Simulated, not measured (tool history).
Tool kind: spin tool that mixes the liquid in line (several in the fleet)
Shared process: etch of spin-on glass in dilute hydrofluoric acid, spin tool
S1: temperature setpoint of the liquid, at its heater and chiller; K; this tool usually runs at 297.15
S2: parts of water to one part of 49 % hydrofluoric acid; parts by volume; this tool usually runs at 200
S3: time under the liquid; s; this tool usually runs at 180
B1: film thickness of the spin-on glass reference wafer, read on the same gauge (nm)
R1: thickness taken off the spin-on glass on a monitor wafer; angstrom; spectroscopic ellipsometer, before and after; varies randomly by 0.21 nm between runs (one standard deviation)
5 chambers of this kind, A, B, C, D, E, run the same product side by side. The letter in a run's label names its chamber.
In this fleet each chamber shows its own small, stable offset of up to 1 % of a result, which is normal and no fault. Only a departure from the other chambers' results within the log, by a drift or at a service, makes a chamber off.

{"run": "1E", "hour": 10.3, "S1": 297.15, "S2": 200, "S3": 180, "B1": 59.965, "R1": 257.91}
{"run": "2B", "hour": 20.1, "S1": 297.15, "S2": 200, "S3": 180, "B1": 60.041, "R1": 258.02}
{"run": "3D", "hour": 31.2, "S1": 297.15, "S2": 200, "S3": 180, "B1": 60.021, "R1": 255.02}
{"run": "4C", "hour": 44.8, "S1": 297.15, "S2": 200, "S3": 180, "B1": 59.963, "R1": 259.85}
{"run": "5A", "hour": 52.9, "S1": 297.15, "S2": 200, "S3": 180, "B1": 59.993, "R1": 258.48}
{"run": "6D", "hour": 66.1, "S1": 301.65, "S2": 200, "S3": 285, "B1": 60.029, "R1": 468.78}
{"run": "7E", "hour": 74.4, "S1": 301.65, "S2": 200, "S3": 285, "B1": 60.001, "R1": 476.61}
{"run": "8C", "hour": 87.0, "S1": 301.65, "S2": 200, "S3": 285, "B1": 59.982, "R1": 478.87}
{"run": "9B", "hour": 93.6, "S1": 301.65, "S2": 200, "S3": 285, "B1": 60.009, "R1": 475.95}
{"run": "10A", "hour": 100.2, "S1": 301.65, "S2": 200, "S3": 285, "B1": 59.985, "R1": 479.45}
{"run": "11B", "hour": 110.5, "S1": 297.15, "S2": 200, "S3": 180, "B1": 60.074, "R1": 256.74}
{"run": "12D", "hour": 121.2, "S1": 297.15, "S2": 200, "S3": 180, "B1": 59.982, "R1": 258.65}
{"hour": 123.2, "done": "chamber C: thermometer replaced"}
{"run": "13E", "hour": 131.4, "S1": 297.15, "S2": 200, "S3": 180, "B1": 59.922, "R1": 256.55}
{"run": "14A", "hour": 139.9, "S1": 297.15, "S2": 200, "S3": 180, "B1": 60.023, "R1": 258.74}
{"run": "15C", "hour": 149.8, "S1": 297.15, "S2": 200, "S3": 180, "B1": 60.036, "R1": 255.88}
{"run": "16D", "hour": 157.1, "S1": 297.15, "S2": 200, "S3": 180, "B1": 60.022, "R1": 257.55}
{"run": "17E", "hour": 163.4, "S1": 297.15, "S2": 200, "S3": 180, "B1": 59.99, "R1": 259.21}
{"run": "18B", "hour": 176.7, "S1": 297.15, "S2": 200, "S3": 100, "B1": 60.011, "R1": 140.59}
{"run": "19A", "hour": 189.2, "S1": 297.15, "S2": 200, "S3": 100, "B1": 59.969, "R1": 142.31}
{"run": "20C", "hour": 198.0, "S1": 297.15, "S2": 200, "S3": 100, "B1": 60.005, "R1": 141.8}
{"hour": 200.6, "done": "chamber E: thermometer replaced"}
{"run": "21D", "hour": 207.8, "S1": 297.15, "S2": 200, "S3": 100, "B1": 60.053, "R1": 139.36}
{"run": "22B", "hour": 216.5, "S1": 297.15, "S2": 200, "S3": 100, "B1": 60.007, "R1": 142.91}
{"run": "23E", "hour": 225.1, "S1": 297.15, "S2": 200, "S3": 180, "B1": 59.991, "R1": 259.17}
{"run": "24C", "hour": 235.2, "S1": 297.15, "S2": 200, "S3": 180, "B1": 60.014, "R1": 258.45}
{"run": "25A", "hour": 248.1, "S1": 297.15, "S2": 200, "S3": 180, "B1": 59.994, "R1": 255.83}
{"run": "26B", "hour": 258.1, "S1": 297.15, "S2": 200, "S3": 180, "B1": 59.983, "R1": 255.77}
{"run": "27C", "hour": 265.2, "S1": 297.15, "S2": 200, "S3": 180, "B1": 60.012, "R1": 253.73}
{"run": "28E", "hour": 275.6, "S1": 297.15, "S2": 200, "S3": 180, "B1": 59.958, "R1": 259.58}
{"run": "29A", "hour": 283.8, "S1": 297.15, "S2": 200, "S3": 180, "B1": 59.979, "R1": 256.94}
{"run": "30D", "hour": 294.1, "S1": 297.15, "S2": 200, "S3": 180, "B1": 60.006, "R1": 245.08}
{"run": "31B", "hour": 306.2, "S1": 297.15, "S2": 200, "S3": 180, "B1": 60.011, "R1": 258.91}
{"run": "32E", "hour": 316.7, "S1": 297.15, "S2": 200, "S3": 180, "B1": 59.968, "R1": 256.23}
{"run": "33A", "hour": 324.1, "S1": 297.15, "S2": 200, "S3": 180, "B1": 60, "R1": 257.98}
{"run": "34D", "hour": 337.4, "S1": 297.15, "S2": 140, "S3": 180, "B1": 60.004, "R1": 373.36}
{"run": "35C", "hour": 348.1, "S1": 297.15, "S2": 140, "S3": 180, "B1": 60.031, "R1": 387.98}
{"run": "36C", "hour": 356.7, "S1": 297.15, "S2": 140, "S3": 180, "B1": 60.025, "R1": 394.16}
{"run": "37B", "hour": 366.6, "S1": 297.15, "S2": 140, "S3": 180, "B1": 59.998, "R1": 387.73}
{"run": "38E", "hour": 373.1, "S1": 297.15, "S2": 140, "S3": 180, "B1": 60.018, "R1": 386.04}

Read the log: is a single chamber off, either drifting away or since a service, is the gauge that measures every chamber drifting, or is nothing wrong beyond small per-chamber offsets? Name any odd chamber and what most likely caused it.

Little by little, chamber D moves away from the other chambers.
What lies behind it: liquid colder than its thermometer reads (K) = 1.8.
The log may not separate it from: hydrofluoric acid flow below the setpoint (%).

Which of the 4 candidates below, each the usual settings with something changed and its results left as question marks, puts chamber D back in line with what the other chambers give on the usual settings?
In line here means within this much of the mean the other chambers give on the usual settings: R1 7.4 angstrom
{"run": "39D-1", "hour": 383.2, "S1": 297.15, "S2": 200, "S3": 195, "R1": "?"}
{"run": "39D-2", "hour": 383.2, "S1": 295.15, "S2": 200, "S3": 180, "R1": "?"}
{"run": "39D-3", "hour": 383.2, "S1": 297.15, "S2": 190, "S3": 190, "R1": "?"}
{"run": "39D-4", "hour": 383.2, "S1": 297.15, "S2": 210, "S3": 170, "R1": "?"}

The other chambers' mean on the usual settings: R1 256.85 angstrom
run=39D-1 R1=258.69
run=39D-2 R1=221.42
run=39D-3 R1=268.15
run=39D-4 R1=212.55
39D-1 puts the chamber back in line with the other chambers.
